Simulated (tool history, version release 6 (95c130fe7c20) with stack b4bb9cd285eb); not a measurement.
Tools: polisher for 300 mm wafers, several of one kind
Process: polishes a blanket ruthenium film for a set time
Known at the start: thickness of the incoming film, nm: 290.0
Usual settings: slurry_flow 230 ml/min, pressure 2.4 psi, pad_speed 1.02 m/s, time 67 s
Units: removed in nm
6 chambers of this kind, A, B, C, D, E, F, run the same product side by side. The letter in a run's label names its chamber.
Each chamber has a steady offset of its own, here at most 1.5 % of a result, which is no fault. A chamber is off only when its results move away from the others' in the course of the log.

| run | hour | slurry_flow | pressure | pad_speed | time | removed |
|---|---|---|---|---|---|---|
| 1C | 5.2 | 230 | 2.4 | 1.02 | 67 | 76.898 |
|  | 11.2 | chamber E: worn pad replaced by a new one |
| 2B | 11.8 | 230 | 2.4 | 1.02 | 67 | 74.979 |
|  | 15.3 | chamber A: worn pad replaced by a new one |
|  | 18 | chamber B: worn pad replaced by a new one |
| 3A | 20.3 | 230 | 2.4 | 1.02 | 67 | 74.752 |
| 4D | 26 | 230 | 2.4 | 1.02 | 67 | 76.305 |
| 5F | 31.7 | 230 | 2.4 | 1.02 | 67 | 75.674 |
|  | 32 | chamber F: worn pad replaced by a new one |
| 6E | 40.7 | 230 | 2.4 | 1.02 | 67 | 75.395 |
| 7A | 49.6 | 230 | 2.4 | 1.02 | 67 | 76.242 |
|  | 55.1 | chamber D: worn pad replaced by a new one |
| 8E | 58.7 | 230 | 2.4 | 1.02 | 67 | 75.931 |
| 9F | 64.6 | 230 | 2 | 1.02 | 85 | 78.935 |
|  | 66.2 | chamber C: worn pad replaced by a new one |
| 10C | 70.3 | 230 | 2 | 1.02 | 85 | 81.632 |
|  | 71.6 | chamber A: worn pad replaced by a new one |
|  | 72.4 | chamber E: slurry nozzle cleaned |
| 11B | 74.8 | 230 | 2 | 1.02 | 85 | 80.201 |
|  | 75.6 | chamber F: worn pad replaced by a new one |
|  | 79.6 | chamber B: head pressure recalibrated |
| 12D | 80.7 | 230 | 2 | 1.02 | 85 | 79.032 |
|  | 81.3 | chamber F: head pressure recalibrated |
| 13F | 87.4 | 230 | 2 | 1.02 | 85 | 86.39 |
|  | 90.8 | chamber B: worn pad replaced by a new one |
| 14B | 91.4 | 230 | 2 | 1.02 | 85 | 81.038 |
|  | 96.6 | chamber E: head pressure recalibrated |
| 15C | 96.8 | 230 | 2.4 | 1.02 | 67 | 77.085 |
| 16A | 103.6 | 230 | 2.4 | 1.02 | 67 | 74.796 |
| 17D | 111.3 | 230 | 2.4 | 1.02 | 67 | 75.554 |
|  | 113.3 | chamber D: worn pad replaced by a new one |
|  | 114.8 | chamber F: slurry nozzle cleaned |
|  | 117 | chamber E: worn pad replaced by a new one |
|  | 117.4 | chamber C: slurry nozzle cleaned |
| 18E | 120 | 230 | 2.4 | 1.02 | 67 | 75.308 |
|  | 123.8 | chamber F: worn pad replaced by a new one |
| 19C | 127.7 | 230 | 2.4 | 1.02 | 67 | 75.358 |
|  | 127.9 | chamber A: worn pad replaced by a new one |
| 20D | 132.1 | 230 | 2.4 | 1.02 | 67 | 75.502 |
| 21A | 136.1 | 230 | 2.4 | 1.02 | 67 | 74.628 |
|  | 138.3 | chamber C: worn pad replaced by a new one |
| 22F | 142.5 | 230 | 2.4 | 1.02 | 67 | 81.052 |
| 23E | 148.3 | 230 | 2.4 | 1.02 | 67 | 76.73 |
| 24B | 154.5 | 230 | 2.4 | 1.02 | 67 | 76.634 |
| 25B | 161.9 | 230 | 2.4 | 1.02 | 67 | 76.21 |
|  | 166 | chamber B: worn pad replaced by a new one |
| 26D | 169.1 | 230 | 2.4 | 1.02 | 67 | 75.759 |
|  | 170.3 | chamber F: worn pad replaced by a new one |
| 27F | 173 | 230 | 2.4 | 1.02 | 67 | 81.915 |
|  | 174.9 | chamber A: worn pad replaced by a new one |
| 28C | 180.4 | 230 | 2.4 | 1.02 | 67 | 75.706 |
|  | 180.5 | chamber D: worn pad replaced by a new one |
| 29A | 185.4 | 230 | 2.4 | 1.02 | 67 | 75.128 |
| 30E | 192.3 | 230 | 2.4 | 1.02 | 67 | 75.752 |
|  | 198.6 | chamber E: worn pad replaced by a new one |
| 31D | 200.6 | 260 | 2.4 | 1.02 | 67 | 76.967 |
|  | 204.7 | chamber C: worn pad replaced by a new one |
| 32E | 208.4 | 260 | 2.4 | 1.02 | 67 | 77.366 |
| 33B | 212.5 | 260 | 2.4 | 1.02 | 67 | 76.556 |
| 34A | 218 | 260 | 2.4 | 1.02 | 67 | 75.052 |
|  | 218.8 | chamber F: worn pad replaced by a new one |
|  | 222.9 | chamber A: worn pad replaced by a new one |
| 35C | 222.9 | 260 | 2.4 | 1.02 | 67 | 77.424 |
| 36F | 229.8 | 260 | 2.4 | 1.02 | 67 | 83.692 |
| 37C | 236 | 230 | 2.4 | 1.02 | 67 | 74.988 |
| 38A | 241.4 | 230 | 2.4 | 1.02 | 67 | 76.331 |
|  | 245.4 | chamber D: worn pad replaced by a new one |
| 39D | 249.4 | 230 | 2.4 | 1.02 | 67 | 76.978 |
| 40F | 256.3 | 300 | 2.4 | 1.02 | 55 | 69.549 |

Next, every chamber runs the same settings. What will each give?
| 41A | 262.9 | 230 | 2.4 | 1.02 | 67 | ? |
| 41B | 262.9 | 230 | 2.4 | 1.02 | 67 | ? |
| 41C | 262.9 | 230 | 2.4 | 1.02 | 67 | ? |
| 41D | 262.9 | 230 | 2.4 | 1.02 | 67 | ? |
| 41E | 262.9 | 230 | 2.4 | 1.02 | 67 | ? |
| 41F | 262.9 | 230 | 2.4 | 1.02 | 67 | ? |

| run | removed |
|---|---|
| 41A | 73.968 |
| 41B | 75.581 |
| 41C | 76.291 |
| 41D | 76.67 |
| 41E | 76.831 |
| 41F | 83.128 |
